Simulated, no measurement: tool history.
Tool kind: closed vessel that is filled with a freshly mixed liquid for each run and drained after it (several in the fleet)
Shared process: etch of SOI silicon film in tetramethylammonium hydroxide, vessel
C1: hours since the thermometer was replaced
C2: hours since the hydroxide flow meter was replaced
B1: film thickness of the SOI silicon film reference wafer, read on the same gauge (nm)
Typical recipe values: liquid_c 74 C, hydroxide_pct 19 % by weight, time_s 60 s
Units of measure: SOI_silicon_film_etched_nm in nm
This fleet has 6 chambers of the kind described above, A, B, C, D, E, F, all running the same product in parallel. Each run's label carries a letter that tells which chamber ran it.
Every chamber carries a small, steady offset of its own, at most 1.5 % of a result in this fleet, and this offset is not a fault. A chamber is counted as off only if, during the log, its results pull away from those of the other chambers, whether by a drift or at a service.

Run 1F, hour 6.1: usual settings; C1 907.5; C2 454.0; B1 109.96. Result: SOI_silicon_film_etched_nm 441.58 nm.
Run 2C, hour 11.1: usual settings; C1 279.4; C2 454.2; B1 110.03. Result: SOI_silicon_film_etched_nm 431.25 nm.
Run 3D, hour 19.5: usual settings; C1 681.7; C2 264.1; B1 110.00. Result: SOI_silicon_film_etched_nm 426.23 nm.
Run 4A, hour 27.2: usual settings; C1 694.8; C2 1846.3; B1 109.98. Result: SOI_silicon_film_etched_nm 432.41 nm.
Run 5E, hour 32.5: usual settings; C1 298.7; C2 116.0; B1 110.03. Result: SOI_silicon_film_etched_nm 437.50 nm.
Run 6B, hour 38.3: usual settings; C1 769.4; C2 576.7; B1 109.97. Result: SOI_silicon_film_etched_nm 431.96 nm.
Run 7D, hour 47.1: usual settings; C1 709.3; C2 291.7; B1 109.96. Result: SOI_silicon_film_etched_nm 427.97 nm.
Run 8F, hour 54.5: usual settings; C1 955.9; C2 502.4; B1 110.01. Result: SOI_silicon_film_etched_nm 434.91 nm.
Run 9E, hour 61.4: usual settings; C1 327.6; C2 144.9; B1 109.97. Result: SOI_silicon_film_etched_nm 434.75 nm.
Run 10B, hour 66.4: usual settings; C1 797.5; C2 604.8; B1 110.06. Result: SOI_silicon_film_etched_nm 436.59 nm.
Run 11C, hour 74.8: usual settings but liquid_c 78 C, hydroxide_pct 17 % by weight; C1 343.1; C2 517.9; B1 109.98. Result: SOI_silicon_film_etched_nm 563.69 nm.
Run 12A, hour 83.8: usual settings but liquid_c 78 C, hydroxide_pct 17 % by weight; C1 751.4; C2 1902.9; B1 110.05. Result: SOI_silicon_film_etched_nm 563.66 nm.
Run 13B, hour 91.1: usual settings but liquid_c 78 C, hydroxide_pct 17 % by weight; C1 822.2; C2 629.5; B1 110.04. Result: SOI_silicon_film_etched_nm 567.25 nm.
Run 14F, hour 99.9: usual settings but liquid_c 78 C, hydroxide_pct 17 % by weight; C1 1001.3; C2 547.8; B1 110.00. Result: SOI_silicon_film_etched_nm 578.28 nm.
At hour 103.3: chamber B: thermometer replaced.
Run 15E, hour 104.2: usual settings but liquid_c 78 C, hydroxide_pct 17 % by weight; C1 370.4; C2 187.7; B1 110.00. Result: SOI_silicon_film_etched_nm 566.24 nm.
Run 16C, hour 110.7: usual settings but liquid_c 78 C, hydroxide_pct 17 % by weight; C1 379.0; C2 553.8; B1 110.03. Result: SOI_silicon_film_etched_nm 565.59 nm.
Run 17D, hour 117.6: usual settings; C1 779.8; C2 362.2; B1 110.08. Result: SOI_silicon_film_etched_nm 428.80 nm.
Run 18A, hour 124.9: usual settings; C1 792.5; C2 1944.0; B1 110.01. Result: SOI_silicon_film_etched_nm 418.90 nm.
Run 19F, hour 130.6: usual settings; C1 1032.0; C2 578.5; B1 110.00. Result: SOI_silicon_film_etched_nm 438.96 nm.
Run 20C, hour 138.0: usual settings; C1 406.3; C2 581.1; B1 110.07. Result: SOI_silicon_film_etched_nm 428.32 nm.
Run 21B, hour 145.7: usual settings; C1 42.5; C2 684.1; B1 110.04. Result: SOI_silicon_film_etched_nm 433.37 nm.
Run 22E, hour 150.8: usual settings; C1 417.0; C2 234.3; B1 110.04. Result: SOI_silicon_film_etched_nm 434.24 nm.
Run 23A, hour 158.8: usual settings; C1 826.4; C2 1977.9; B1 110.00. Result: SOI_silicon_film_etched_nm 415.58 nm.
Run 24D, hour 166.2: usual settings; C1 828.4; C2 410.8; B1 109.97. Result: SOI_silicon_film_etched_nm 429.06 nm.
Run 25E, hour 173.9: usual settings; C1 440.1; C2 257.4; B1 110.02. Result: SOI_silicon_film_etched_nm 433.95 nm.
Run 26B, hour 183.0: usual settings; C1 79.8; C2 721.4; B1 110.01. Result: SOI_silicon_film_etched_nm 433.91 nm.
Run 27F, hour 187.8: usual settings; C1 1089.2; C2 635.7; B1 109.99. Result: SOI_silicon_film_etched_nm 435.72 nm.
Run 28A, hour 193.0: usual settings; C1 860.6; C2 2012.1; B1 110.02. Result: SOI_silicon_film_etched_nm 412.03 nm.
Run 29C, hour 200.9: usual settings; C1 469.2; C2 644.0; B1 110.01. Result: SOI_silicon_film_etched_nm 423.81 nm.
Run 30D, hour 207.7: usual settings; C1 869.9; C2 452.3; B1 110.00. Result: SOI_silicon_film_etched_nm 427.50 nm.
Run 31B, hour 212.4: usual settings; C1 109.2; C2 750.8; B1 109.96. Result: SOI_silicon_film_etched_nm 434.64 nm.
Run 32D, hour 216.4: usual settings but liquid_c 67 C, time_s 75 s; C1 878.6; C2 461.0; B1 109.94. Result: SOI_silicon_film_etched_nm 358.57 nm.
Run 33C, hour 221.8: usual settings but liquid_c 67 C, time_s 75 s; C1 490.1; C2 664.9; B1 110.04. Result: SOI_silicon_film_etched_nm 353.80 nm.
Run 34A, hour 229.3: usual settings but liquid_c 67 C, time_s 75 s; C1 896.9; C2 2048.4; B1 110.00. Result: SOI_silicon_film_etched_nm 336.93 nm.
Run 35E, hour 234.5: usual settings but liquid_c 67 C, time_s 75 s; C1 500.7; C2 318.0; B1 110.02. Result: SOI_silicon_film_etched_nm 360.49 nm.
Run 36F, hour 243.0: usual settings but liquid_c 67 C, time_s 75 s; C1 1144.4; C2 690.9; B1 110.01. Result: SOI_silicon_film_etched_nm 362.63 nm.
Run 37A, hour 248.1: usual settings but liquid_c 67 C, time_s 75 s; C1 915.7; C2 2067.2; B1 109.94. Result: SOI_silicon_film_etched_nm 333.72 nm.
Run 38C, hour 256.3: usual settings; C1 524.6; C2 699.4; B1 110.00. Result: SOI_silicon_film_etched_nm 426.19 nm.
Run 39E, hour 265.2: usual settings; C1 531.4; C2 348.7; B1 110.07. Result: SOI_silicon_film_etched_nm 433.15 nm.
Run 40D, hour 269.5: usual settings; C1 931.7; C2 514.1; B1 110.03. Result: SOI_silicon_film_etched_nm 428.53 nm.
Run 41B, hour 275.8: usual settings; C1 172.6; C2 814.2; B1 110.04. Result: SOI_silicon_film_etched_nm 434.19 nm.

Is one chamber off against the others, does the gauge drift, or is nothing wrong? If a chamber is off, say which, and what the likeliest cause is.

It is chamber A that slowly wanders off from its peers.
Likeliest cause: liquid colder than its thermometer reads (K) = 1.32.

Below are 4 candidate recipes for chamber A's next run, each the usual settings with a change, their results shown as question marks. Which of them brings A's results back in line with what the other chambers give on the usual settings?
A result is in line if it is within this distance of the other chambers' mean on the usual settings: SOI_silicon_film_etched_nm 8.20 nm
Run 42A-1, hour 282.3: usual settings but hydroxide_pct 22.0 % by weight. Result: SOI_silicon_film_etched_nm ?.
Run 42A-2, hour 282.3: usual settings but liquid_c 72 C, hydroxide_pct 19.5 % by weight. Result: SOI_silicon_film_etched_nm ?.
Run 42A-3, hour 282.3: usual settings but hydroxide_pct 15.5 % by weight. Result: SOI_silicon_film_etched_nm ?.
Run 42A-4, hour 282.3: usual settings but liquid_c 76 C, hydroxide_pct 18.5 % by weight. Result: SOI_silicon_film_etched_nm ?.

The other chambers' mean on the usual settings: SOI_silicon_film_etched_nm 432.39 nm
  run  SOI_silicon_film_etched_nm
42A-1                      373.63
42A-2                      352.48
42A-3                      432.84
42A-4                      455.42
42A-3 is the one that brings the chamber's results back in line with the other chambers.
